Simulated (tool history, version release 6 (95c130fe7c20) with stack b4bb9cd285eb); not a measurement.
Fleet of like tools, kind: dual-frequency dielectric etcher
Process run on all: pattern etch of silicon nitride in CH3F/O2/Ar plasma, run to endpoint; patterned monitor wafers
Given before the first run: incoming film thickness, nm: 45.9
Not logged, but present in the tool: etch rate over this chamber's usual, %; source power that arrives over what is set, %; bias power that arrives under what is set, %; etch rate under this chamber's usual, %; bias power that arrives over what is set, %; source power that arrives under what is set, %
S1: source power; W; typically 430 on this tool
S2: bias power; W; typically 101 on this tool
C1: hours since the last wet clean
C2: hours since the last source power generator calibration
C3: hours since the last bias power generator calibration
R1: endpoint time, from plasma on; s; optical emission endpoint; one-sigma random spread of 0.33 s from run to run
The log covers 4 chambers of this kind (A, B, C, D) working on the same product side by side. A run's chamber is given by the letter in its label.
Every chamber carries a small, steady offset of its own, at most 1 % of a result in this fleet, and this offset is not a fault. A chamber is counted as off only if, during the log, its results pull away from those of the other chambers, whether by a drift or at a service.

{"run": "1C", "hour": 4.7, "S1": 430, "S2": 101, "C1": 68.5, "C2": 773.5, "C3": 757.7, "R1": 57.894}
{"run": "2D", "hour": 13.0, "S1": 430, "S2": 101, "C1": 204.9, "C2": 1692.5, "C3": 2338.0, "R1": 56.888}
{"run": "3A", "hour": 20.4, "S1": 430, "S2": 101, "C1": 221.8, "C2": 306.3, "C3": 4340.4, "R1": 57.622}
{"run": "4B", "hour": 28.3, "S1": 430, "S2": 101, "C1": 362.5, "C2": 2485.7, "C3": 1353.7, "R1": 57.156}
{"run": "5D", "hour": 35.0, "S1": 430, "S2": 101, "C1": 226.9, "C2": 1714.5, "C3": 2360.0, "R1": 57.32}
{"run": "6B", "hour": 39.7, "S1": 430, "S2": 101, "C1": 373.9, "C2": 2497.1, "C3": 1365.1, "R1": 57.675}
{"run": "7C", "hour": 47.9, "S1": 430, "S2": 101, "C1": 111.7, "C2": 816.7, "C3": 800.9, "R1": 57.495}
{"run": "8A", "hour": 56.6, "S1": 430, "S2": 101, "C1": 258.0, "C2": 342.5, "C3": 4376.6, "R1": 56.956}
{"run": "9B", "hour": 63.1, "S1": 430, "S2": 101, "C1": 397.3, "C2": 2520.5, "C3": 1388.5, "R1": 57.054}
{"run": "10C", "hour": 70.5, "S1": 430, "S2": 101, "C1": 134.3, "C2": 839.3, "C3": 823.5, "R1": 56.947}
{"run": "11A", "hour": 78.5, "S1": 430, "S2": 101, "C1": 279.9, "C2": 364.4, "C3": 4398.5, "R1": 57.734}
{"run": "12D", "hour": 88.3, "S1": 430, "S2": 101, "C1": 280.2, "C2": 1767.8, "C3": 2413.3, "R1": 57.222}
{"run": "13A", "hour": 93.3, "S1": 430, "S2": 101, "C1": 294.7, "C2": 379.2, "C3": 4413.3, "R1": 57.642}
{"run": "14C", "hour": 103.4, "S1": 430, "S2": 101, "C1": 167.2, "C2": 872.2, "C3": 856.4, "R1": 57.553}
{"run": "15B", "hour": 110.3, "S1": 370, "S2": 109, "C1": 444.5, "C2": 2567.7, "C3": 1435.7, "R1": 60.05}
{"run": "16D", "hour": 116.6, "S1": 370, "S2": 109, "C1": 308.5, "C2": 1796.1, "C3": 2441.6, "R1": 58.667}
{"run": "17D", "hour": 124.2, "S1": 370, "S2": 109, "C1": 316.1, "C2": 1803.7, "C3": 2449.2, "R1": 58.181}
{"run": "18B", "hour": 133.6, "S1": 370, "S2": 109, "C1": 467.8, "C2": 2591.0, "C3": 1459.0, "R1": 61.487}
{"run": "19A", "hour": 139.1, "S1": 430, "S2": 101, "C1": 340.5, "C2": 425.0, "C3": 4459.1, "R1": 57.43}
{"run": "20C", "hour": 149.5, "S1": 430, "S2": 101, "C1": 213.3, "C2": 918.3, "C3": 902.5, "R1": 57.137}
{"hour": 155.4, "done": "chamber A: wet clean of the chamber"}
{"run": "21D", "hour": 157.7, "S1": 430, "S2": 101, "C1": 349.6, "C2": 1837.2, "C3": 2482.7, "R1": 56.676}
{"run": "22B", "hour": 165.6, "S1": 430, "S2": 101, "C1": 499.8, "C2": 2623.0, "C3": 1491.0, "R1": 60.388}
{"run": "23A", "hour": 170.8, "S1": 430, "S2": 101, "C1": 15.5, "C2": 456.7, "C3": 4490.8, "R1": 57.799}
{"run": "24C", "hour": 176.9, "S1": 430, "S2": 101, "C1": 240.7, "C2": 945.7, "C3": 929.9, "R1": 58.058}

Next, all 4 chambers run the settings below, one line each with question marks for the results. What does each chamber give?
{"run": "25A", "hour": 184.4, "S1": 430, "S2": 101, "R1": "?"}
{"run": "25B", "hour": 184.4, "S1": 430, "S2": 101, "R1": "?"}
{"run": "25C", "hour": 184.4, "S1": 430, "S2": 101, "R1": "?"}
{"run": "25D", "hour": 184.4, "S1": 430, "S2": 101, "R1": "?"}

run=25A R1=57.563
run=25B R1=60.266
run=25C R1=57.331
run=25D R1=56.319
